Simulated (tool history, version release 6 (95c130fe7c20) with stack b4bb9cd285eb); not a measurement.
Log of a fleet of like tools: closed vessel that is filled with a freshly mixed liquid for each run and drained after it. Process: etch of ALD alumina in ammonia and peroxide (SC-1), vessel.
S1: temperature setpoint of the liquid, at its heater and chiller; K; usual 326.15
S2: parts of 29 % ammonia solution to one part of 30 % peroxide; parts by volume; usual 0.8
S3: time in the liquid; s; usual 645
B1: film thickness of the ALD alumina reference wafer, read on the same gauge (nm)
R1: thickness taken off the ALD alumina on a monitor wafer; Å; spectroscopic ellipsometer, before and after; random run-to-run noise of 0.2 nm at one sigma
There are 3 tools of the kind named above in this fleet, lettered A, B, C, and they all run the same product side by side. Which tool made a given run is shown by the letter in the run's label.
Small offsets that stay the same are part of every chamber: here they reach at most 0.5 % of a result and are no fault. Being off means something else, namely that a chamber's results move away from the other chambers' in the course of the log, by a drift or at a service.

run   hour      S1   S2   S3      B1      R1
 1B    3.5  326.15  0.8  645  60.023  417.00
 2C    8.0  326.15  0.8  645  60.001  412.68
 3A   13.6  326.15  0.8  645  59.987  417.64
 4C   21.0  326.15  0.8  645  59.964  413.47
 5A   25.7  326.15  0.8  645  59.959  416.51
 6B   30.3  326.15  0.8  645  59.985  417.96
 7A   36.5  326.15  0.8  645  60.004  416.99
 8C   41.9  326.15  0.8  645  59.994  417.28
 9B   48.8  326.15  0.8  990  59.991  644.72
10A   53.4  326.15  0.8  990  60.014  639.30
11C   56.8  326.15  0.8  990  59.977  648.43
12B   61.4  326.15  0.8  645  59.977  415.47
13A   64.8  326.15  0.8  645  59.968  413.26
14C   68.9  326.15  0.8  645  60.014  419.00
15B   74.3  326.15  0.8  645  60.005  415.08
16A   77.8  326.15  0.8  645  60.008  414.20
17B   81.6  326.15  0.8  645  59.996  416.41
18C   87.5  318.65  0.8  645  59.979  279.59
19A   92.2  318.65  0.8  645  59.969  274.95
20C   97.6  318.65  0.8  645  59.999  281.13
      98.0  -- chamber B: thermometer replaced
21B  103.6  326.15  0.8  645  59.993  416.12
22A  110.4  326.15  0.8  645  59.978  418.70
23C  117.1  326.15  0.8  645  59.984  428.07
24B  121.8  326.15  0.5  390  59.990  240.28
25C  125.4  326.15  0.5  390  60.018  248.82
26A  132.1  326.15  0.5  390  60.032  240.31
27B  138.3  326.15  0.8  645  59.987  415.71
28A  142.3  326.15  0.8  645  60.009  416.24
29B  148.6  326.15  0.8  645  60.004  416.95
30C  152.2  326.15  0.8  645  60.059  438.21

Has any chamber moved away from the others, gradually or after a service, or does the common gauge drift, or do the chambers differ only by their own small steady offsets? State the chamber and the most likely cause if one applies.

It is chamber C that slowly wanders off from its peers.
Cause: liquid hotter than its thermometer reads (K) = 0.976.

Which of the 4 candidates below, each the usual settings with something changed and its results left as question marks, puts chamber C back in line with what the other chambers give on the usual settings?
A result is in line if it is within this distance of the other chambers' mean on the usual settings: R1 7.10 Å
31C-1  157.5  326.15  0.8  710       ?
31C-2  157.5  325.65  0.8  630       ?
31C-3  157.5  326.65  0.8  660       ?
31C-4  157.5  326.15  0.8  580       ?

Usual-settings mean across the other chambers: R1 415.62 Å
  run      R1
31C-1  481.20
31C-2  415.69
31C-3  459.41
31C-4  393.09
31C-2 puts the chamber back in line with the other chambers.

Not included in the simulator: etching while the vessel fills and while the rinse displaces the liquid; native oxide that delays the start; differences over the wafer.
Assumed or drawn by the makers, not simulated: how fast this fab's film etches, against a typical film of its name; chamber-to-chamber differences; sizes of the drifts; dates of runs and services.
